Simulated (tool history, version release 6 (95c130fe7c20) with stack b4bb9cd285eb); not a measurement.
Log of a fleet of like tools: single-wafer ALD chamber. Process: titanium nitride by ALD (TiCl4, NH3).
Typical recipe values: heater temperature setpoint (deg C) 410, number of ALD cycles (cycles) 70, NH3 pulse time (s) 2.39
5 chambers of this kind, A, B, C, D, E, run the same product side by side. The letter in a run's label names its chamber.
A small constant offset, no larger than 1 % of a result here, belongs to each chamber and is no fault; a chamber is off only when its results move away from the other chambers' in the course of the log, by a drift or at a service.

run,hour,heater temperature setpoint (deg C),number of ALD cycles (cycles),NH3 pulse time (s),"read-back reference wafer on the same gauge, thickness_nm",mean film thickness on the monitor wafer (angstrom)
1E,10.5,410,70,2.39,1.6102,15.541
2A,15.9,410,70,2.39,1.6101,15.542
3B,26.1,410,70,2.39,1.6109,15.612
4C,32.6,410,70,2.39,1.6102,15.567
5D,42.7,410,70,1.67,1.6114,15.475
6D,48.5,410,70,1.67,1.6114,15.514
7C,56.7,410,70,1.67,1.6115,15.357
8E,62.4,410,70,1.67,1.6112,15.354
9A,70.1,410,70,1.67,1.6120,15.360
10B,77.5,410,70,2.39,1.6123,15.620
11D,84.8,424,70,2.39,1.6124,15.789
12B,92.1,424,70,2.39,1.6123,15.711
13E,98.2,424,70,2.39,1.6124,15.634
14A,106.7,424,70,2.39,1.6125,15.618
15C,118.5,424,70,2.39,1.6128,15.620
16B,124.4,410,62,2.77,1.6128,13.910
17E,134.1,410,62,2.77,1.6135,13.867
18D,140.4,410,62,2.77,1.6136,13.995
19A,145.8,410,62,2.77,1.6133,13.882
20C,157.1,410,62,2.77,1.6141,13.868
21B,166.9,410,70,2.39,1.6143,15.641
22D,175.6,410,70,2.39,1.6143,15.713
23A,187.5,410,70,2.07,1.6149,15.522
24E,199.5,410,70,2.07,1.6149,15.531
25C,208.0,410,70,2.07,1.6147,15.504
26A,214.9,410,70,2.07,1.6150,15.494
27E,223.0,410,70,2.07,1.6162,15.516
28C,228.5,410,70,2.39,1.6161,15.604
29D,236.0,410,70,2.39,1.6159,15.746
30B,246.0,410,70,2.39,1.6165,15.661
31B,252.4,410,70,2.39,1.6164,15.635
32A,260.5,410,70,2.39,1.6168,15.604
33C,270.6,410,70,2.39,1.6163,15.595
34D,280.2,410,76,2.39,1.6165,17.108
35E,292.4,410,76,2.39,1.6173,16.973
36E,300.2,410,76,2.39,1.6176,16.970
37B,311.7,410,76,2.39,1.6181,17.037
38A,320.2,410,76,2.39,1.6181,16.996
39D,327.1,410,70,2.39,1.6180,15.741
40C,332.9,410,70,2.39,1.6184,15.620

Predict what each chamber gives when all 5 of them run the settings below next.
41A,341.7,410,79,2.39,,?
41B,341.7,410,79,2.39,,?
41C,341.7,410,79,2.39,,?
41D,341.7,410,79,2.39,,?
41E,341.7,410,79,2.39,,?

run,mean film thickness on the monitor wafer (angstrom)
41A,17.610
41B,17.705
41C,17.625
41D,17.816
41E,17.650
